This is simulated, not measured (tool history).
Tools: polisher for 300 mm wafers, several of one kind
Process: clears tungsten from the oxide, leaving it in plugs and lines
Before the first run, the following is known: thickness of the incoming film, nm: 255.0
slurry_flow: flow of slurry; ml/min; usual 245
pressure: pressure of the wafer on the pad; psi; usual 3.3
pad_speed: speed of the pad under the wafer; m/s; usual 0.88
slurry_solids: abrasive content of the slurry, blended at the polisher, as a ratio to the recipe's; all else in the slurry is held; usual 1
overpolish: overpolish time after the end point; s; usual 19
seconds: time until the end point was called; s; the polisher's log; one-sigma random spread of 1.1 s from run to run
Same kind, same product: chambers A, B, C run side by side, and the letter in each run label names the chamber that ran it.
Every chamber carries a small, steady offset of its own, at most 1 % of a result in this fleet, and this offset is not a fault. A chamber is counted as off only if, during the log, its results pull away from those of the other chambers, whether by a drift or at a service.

run 1C hour=2.7 | slurry_flow=245 pressure=3.3 pad_speed=0.88 slurry_solids=1 overpolish=19 | seconds=66.902
run 2A hour=6.8 | slurry_flow=245 pressure=3.3 pad_speed=0.88 slurry_solids=1 overpolish=19 | seconds=63.112
run 3B hour=9.7 | slurry_flow=245 pressure=3.3 pad_speed=0.88 slurry_solids=1 overpolish=19 | seconds=62.224
run 4C hour=13.9 | slurry_flow=245 pressure=3.3 pad_speed=0.88 slurry_solids=1 overpolish=19 | seconds=65.537
-- hour=16.1 chamber A: worn pad replaced by a new one
run 5B hour=17.2 | slurry_flow=245 pressure=3.3 pad_speed=0.88 slurry_solids=1 overpolish=19 | seconds=63.621
run 6A hour=20.9 | slurry_flow=245 pressure=4.2 pad_speed=0.88 slurry_solids=1 overpolish=19 | seconds=50.274
run 7B hour=22.9 | slurry_flow=245 pressure=4.2 pad_speed=0.88 slurry_solids=1 overpolish=19 | seconds=52.519
-- hour=24 chamber B: worn pad replaced by a new one
run 8A hour=25.4 | slurry_flow=245 pressure=4.2 pad_speed=0.88 slurry_solids=1 overpolish=19 | seconds=50.398
-- hour=26.9 chamber C: slurry tank refilled with fresh slurry and peroxide
run 9C hour=28.5 | slurry_flow=245 pressure=3.3 pad_speed=0.88 slurry_solids=1 overpolish=19 | seconds=65.212
run 10A hour=32.1 | slurry_flow=245 pressure=3.3 pad_speed=0.88 slurry_solids=1 overpolish=19 | seconds=63.421
run 11B hour=35.5 | slurry_flow=295 pressure=3.3 pad_speed=0.88 slurry_solids=1 overpolish=19 | seconds=62.432
run 12C hour=37.5 | slurry_flow=295 pressure=3.3 pad_speed=0.88 slurry_solids=1 overpolish=19 | seconds=60.594
run 13C hour=40.9 | slurry_flow=295 pressure=3.3 pad_speed=0.88 slurry_solids=1 overpolish=19 | seconds=63.177
run 14A hour=44.4 | slurry_flow=245 pressure=3.3 pad_speed=0.88 slurry_solids=1 overpolish=19 | seconds=64.134
-- hour=46.8 chamber B: slurry tank refilled with fresh slurry and peroxide
run 15B hour=48 | slurry_flow=245 pressure=3.3 pad_speed=0.88 slurry_solids=1 overpolish=19 | seconds=65.633
run 16A hour=51.4 | slurry_flow=245 pressure=3.3 pad_speed=0.88 slurry_solids=1 overpolish=19 | seconds=65.957
run 17C hour=54.5 | slurry_flow=245 pressure=3.3 pad_speed=0.88 slurry_solids=1 overpolish=19 | seconds=64.353
run 18B hour=57.7 | slurry_flow=245 pressure=3.3 pad_speed=0.88 slurry_solids=1 overpolish=19 | seconds=63.814
run 19C hour=60.3 | slurry_flow=245 pressure=3.3 pad_speed=0.88 slurry_solids=1 overpolish=19 | seconds=62.844
run 20A hour=63.1 | slurry_flow=245 pressure=3.3 pad_speed=0.88 slurry_solids=1 overpolish=19 | seconds=66.695
run 21B hour=65.1 | slurry_flow=245 pressure=3.3 pad_speed=0.88 slurry_solids=1 overpolish=19 | seconds=64.638
run 22A hour=69 | slurry_flow=245 pressure=3.3 pad_speed=0.88 slurry_solids=1 overpolish=19 | seconds=62.538
-- hour=70 chamber C: slurry blender recalibrated
-- hour=71.1 chamber C: slurry tank refilled with fresh slurry and peroxide
run 23B hour=71.8 | slurry_flow=245 pressure=3.3 pad_speed=0.88 slurry_solids=1 overpolish=19 | seconds=64.632
run 24C hour=75.3 | slurry_flow=245 pressure=3.3 pad_speed=0.88 slurry_solids=1 overpolish=19 | seconds=63.333

Is one chamber off against the others, does the gauge drift, or is nothing wrong? If a chamber is off, say which, and what the likeliest cause is.

Nothing is wrong: each chamber keeps only its own small, steady offset and the gauge holds still.
